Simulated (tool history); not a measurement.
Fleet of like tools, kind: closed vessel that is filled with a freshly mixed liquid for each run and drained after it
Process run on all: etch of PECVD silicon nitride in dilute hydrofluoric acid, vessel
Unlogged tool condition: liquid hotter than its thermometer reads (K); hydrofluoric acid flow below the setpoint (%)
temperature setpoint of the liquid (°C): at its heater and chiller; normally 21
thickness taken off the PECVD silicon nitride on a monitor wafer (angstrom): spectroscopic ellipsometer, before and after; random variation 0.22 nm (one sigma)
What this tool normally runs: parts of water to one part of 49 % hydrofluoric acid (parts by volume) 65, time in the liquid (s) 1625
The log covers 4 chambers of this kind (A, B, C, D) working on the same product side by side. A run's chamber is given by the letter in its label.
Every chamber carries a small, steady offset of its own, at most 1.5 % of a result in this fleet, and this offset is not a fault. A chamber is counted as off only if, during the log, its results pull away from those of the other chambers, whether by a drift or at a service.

run	day	temperature setpoint of the liquid (°C)	parts of water to one part of 49 % hydrofluoric acid (parts by volume)	time in the liquid (s)	hours since the thermometer was replaced	hours since the hydrofluoric acid flow meter was replaced	read-back film thickness of the PECVD silicon nitride reference wafer, read on the same gauge (nm)	thickness taken off the PECVD silicon nitride on a monitor wafer (angstrom)
1C	0.488	21	65	1625	1101.6	676.5	120.01	454.94
2B	0.962	21	65	1625	330.9	1014.2	120	455.6
3A	1.388	21	65	1625	779.7	590.3	120	448.41
4D	1.875	21	65	1625	2182.2	214.3	119.99	449.4
5C	2.171	21	65	1625	1142	716.9	120.02	452.47
6A	2.642	21	65	1625	809.8	620.4	120	447.9
# day 2.662: chamber A: hydrofluoric acid flow meter replaced
7D	2.962	21	65	1625	2208.3	240.4	120.01	446.71
8B	3.379	21	65	1625	388.9	1072.2	120	454.45
9B	3.604	21	65	1625	394.3	1077.6	119.98	458.75
10D	4.112	21	65	1625	2235.9	268	120	442.36
11C	4.429	21	65	1625	1196.2	771.1	120.02	455.84
12A	4.671	21	65	1625	858.5	48.3	120	447.21
13B	5.033	21	65	1625	428.6	1111.9	120.02	460.94
14C	5.3	21	65	1625	1217.1	792	120.01	454.54
15D	5.617	21	65	1625	2272	304.1	119.99	441.6
16A	6.038	21	65	1625	891.3	81.1	120	449.82
17D	6.517	25	65	1625	2293.6	325.7	120.03	571.89
18A	6.808	25	65	1625	909.8	99.6	119.97	594.32
19B	7.1	25	65	1625	478.2	1161.5	120.03	598.86
20C	7.546	25	65	1625	1271	845.9	120.02	595.62
# day 7.788: chamber B: hydrofluoric acid flow meter replaced
21B	8.021	21	65	1625	500.3	5.7	120.01	456.19
22D	8.4	21	65	1625	2338.8	370.9	120.02	435.93
23C	8.75	21	65	1625	1299.9	874.8	119.99	456.6
24A	9.079	21	85	2390	964.3	154.1	119.98	504.49
25A	9.342	21	85	2390	970.6	160.4	120.02	512.47
26B	9.75	21	85	2390	541.8	47.2	120.02	516.59
27D	10.179	21	85	2390	2381.5	413.6	120	488.63
# day 10.429: chamber C: hydrofluoric acid flow meter replaced
28C	10.475	21	65	1625	1341.3	1.2	120	458.44
29B	10.942	21	65	1625	570.4	75.8	119.98	454.1
30D	11.262	21	65	1625	2407.5	439.6	120	426.2
31A	11.533	21	65	1625	1023.2	213	120.01	450.49
32C	12.008	21	65	1625	1378.1	38	120.02	457.41
33A	12.5	21	65	720	1046.4	236.2	119.98	197.87
34C	12.85	21	65	720	1398.3	58.2	120	200.11
35B	13.188	21	65	720	624.3	129.7	120.01	201.5
36D	13.604	21	65	720	2463.7	495.8	120	185.41
37D	13.958	21	65	1625	2472.2	504.3	119.99	421.95
38C	14.3	21	65	1625	1433.1	93	119.99	457.58
39B	14.662	21	65	1625	659.7	165.1	120	460.39
40A	14.962	21	65	1625	1105.5	295.3	120	444.25
41A	15.4	21	65	1625	1116	305.8	119.97	449.53

Decide between three cases: one chamber stands off from its peers, the gauge reading all wafers drifts, or nothing is wrong past each chamber's small offset. Where a chamber is off, say which and what most likely put it there.

It is chamber D that slowly wanders off from its peers.
What lies behind it: hydrofluoric acid flow below the setpoint (%) = 6.75.
The log may not tell that from: liquid colder than its thermometer reads (K).

Below are 4 candidate recipes for chamber D's next run, each the usual settings with a change, their results shown as question marks. Which of them brings D's results back in line with what the other chambers give on the usual settings?
Allowed miss from the other chambers' usual-settings mean, per result, to count as in line: thickness taken off the PECVD silicon nitride on a monitor wafer (angstrom) 7.9
42D-1	15.762	21.5	65	1785				?
42D-2	15.762	21	65	1755				?
42D-3	15.762	20.5	65	1475				?
42D-4	15.762	21	65	1495				?

Other chambers, usual settings, mean: thickness taken off the PECVD silicon nitride on a monitor wafer (angstrom) 453.42
run	thickness taken off the PECVD silicon nitride on a monitor wafer (angstrom)
42D-1	475.62
42D-2	451.63
42D-3	366.54
42D-4	384.72
42D-2 brings the chamber back in line.

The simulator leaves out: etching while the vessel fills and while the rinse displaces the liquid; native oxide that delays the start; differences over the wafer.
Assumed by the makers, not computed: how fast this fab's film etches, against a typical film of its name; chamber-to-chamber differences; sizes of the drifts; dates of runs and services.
